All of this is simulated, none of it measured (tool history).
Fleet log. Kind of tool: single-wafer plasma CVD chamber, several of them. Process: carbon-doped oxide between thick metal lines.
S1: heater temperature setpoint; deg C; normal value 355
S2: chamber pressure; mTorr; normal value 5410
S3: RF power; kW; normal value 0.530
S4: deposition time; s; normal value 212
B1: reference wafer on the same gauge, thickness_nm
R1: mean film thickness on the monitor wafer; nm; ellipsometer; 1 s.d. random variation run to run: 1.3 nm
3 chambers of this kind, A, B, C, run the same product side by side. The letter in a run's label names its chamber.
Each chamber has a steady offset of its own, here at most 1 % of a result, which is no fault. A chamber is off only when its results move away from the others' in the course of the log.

run 1C hour=7.5 | S1=355 S2=5410 S3=0.530 S4=212 | B1=1129.8 | R1=1095.80
run 2B hour=12.7 | S1=355 S2=5410 S3=0.530 S4=212 | B1=1130.1 | R1=1109.10
run 3A hour=23.2 | S1=355 S2=5410 S3=0.530 S4=212 | B1=1130.2 | R1=1106.30
run 4C hour=33.6 | S1=355 S2=5410 S3=0.530 S4=212 | B1=1130.7 | R1=1098.50
run 5A hour=40.3 | S1=355 S2=5410 S3=0.530 S4=212 | B1=1130.6 | R1=1107.00
run 6B hour=46.2 | S1=355 S2=5410 S3=0.530 S4=212 | B1=1130.9 | R1=1109.90
run 7C hour=51.7 | S1=355 S2=5410 S3=0.530 S4=212 | B1=1130.8 | R1=1097.70
run 8B hour=62.0 | S1=355 S2=5410 S3=0.530 S4=212 | B1=1130.8 | R1=1109.60
run 9A hour=69.3 | S1=355 S2=5410 S3=0.530 S4=212 | B1=1131.3 | R1=1107.10
run 10A hour=78.8 | S1=355 S2=5410 S3=0.530 S4=212 | B1=1131.2 | R1=1105.80
run 11C hour=88.5 | S1=355 S2=5410 S3=0.530 S4=212 | B1=1131.7 | R1=1097.90
run 12B hour=95.9 | S1=355 S2=5410 S3=0.530 S4=212 | B1=1131.6 | R1=1111.10
run 13A hour=104.3 | S1=355 S2=6060 S3=0.530 S4=177 | B1=1131.8 | R1=938.78
run 14C hour=110.5 | S1=355 S2=6060 S3=0.530 S4=177 | B1=1132.3 | R1=929.72
run 15B hour=118.2 | S1=355 S2=6060 S3=0.530 S4=177 | B1=1131.9 | R1=941.36
run 16B hour=123.2 | S1=355 S2=5410 S3=0.530 S4=212 | B1=1131.7 | R1=1109.70
run 17A hour=129.5 | S1=355 S2=5410 S3=0.530 S4=212 | B1=1132.2 | R1=1109.20
run 18C hour=136.9 | S1=355 S2=6070 S3=0.530 S4=212 | B1=1132.5 | R1=1113.00
run 19B hour=143.7 | S1=355 S2=6070 S3=0.530 S4=212 | B1=1132.6 | R1=1126.80
run 20C hour=154.4 | S1=355 S2=6070 S3=0.530 S4=212 | B1=1132.5 | R1=1113.00
run 21A hour=162.0 | S1=355 S2=5410 S3=0.625 S4=212 | B1=1132.9 | R1=1222.80
run 22C hour=171.4 | S1=355 S2=5410 S3=0.625 S4=212 | B1=1132.8 | R1=1213.10
run 23A hour=181.7 | S1=355 S2=5410 S3=0.625 S4=212 | B1=1132.9 | R1=1222.80
run 24B hour=190.6 | S1=355 S2=5410 S3=0.530 S4=212 | B1=1132.8 | R1=1110.50
run 25A hour=201.5 | S1=362 S2=6640 S3=0.530 S4=212 | B1=1133.4 | R1=1115.50
run 26C hour=211.5 | S1=362 S2=6640 S3=0.530 S4=212 | B1=1133.8 | R1=1106.40
run 27B hour=222.1 | S1=362 S2=6640 S3=0.530 S4=212 | B1=1133.7 | R1=1118.60
run 28A hour=231.7 | S1=355 S2=6640 S3=0.530 S4=240 | B1=1134.2 | R1=1284.20
run 29C hour=238.6 | S1=355 S2=6640 S3=0.530 S4=240 | B1=1134.4 | R1=1275.50
run 30B hour=245.4 | S1=355 S2=6640 S3=0.530 S4=240 | B1=1134.4 | R1=1289.10
-- hour=256.1 chamber C: thermocouple changed; heater temperature recalibrated
run 31B hour=256.3 | S1=355 S2=6730 S3=0.530 S4=212 | B1=1134.5 | R1=1139.50
run 32C hour=265.3 | S1=355 S2=6730 S3=0.530 S4=212 | B1=1134.5 | R1=1127.70
-- hour=265.5 chamber B: RF generator calibrated
run 33A hour=275.9 | S1=355 S2=6730 S3=0.530 S4=212 | B1=1134.8 | R1=1140.50
run 34A hour=281.5 | S1=355 S2=5410 S3=0.530 S4=212 | B1=1135.0 | R1=1108.70
run 35C hour=290.5 | S1=355 S2=5410 S3=0.530 S4=212 | B1=1135.0 | R1=1100.80
run 36B hour=298.8 | S1=355 S2=5410 S3=0.530 S4=212 | B1=1135.6 | R1=1114.40
run 37B hour=309.4 | S1=355 S2=5410 S3=0.530 S4=212 | B1=1134.9 | R1=1115.00

All chambers now run identical settings, listed one chamber a line with results as question marks. What results will each chamber show?
run 38A hour=317.4 | S1=355 S2=4770 S3=0.530 S4=212 | R1=?
run 38B hour=317.4 | S1=355 S2=4770 S3=0.530 S4=212 | R1=?
run 38C hour=317.4 | S1=355 S2=4770 S3=0.530 S4=212 | R1=?

run=38A R1=1088.70
run=38B R1=1090.70
run=38C R1=1082.10

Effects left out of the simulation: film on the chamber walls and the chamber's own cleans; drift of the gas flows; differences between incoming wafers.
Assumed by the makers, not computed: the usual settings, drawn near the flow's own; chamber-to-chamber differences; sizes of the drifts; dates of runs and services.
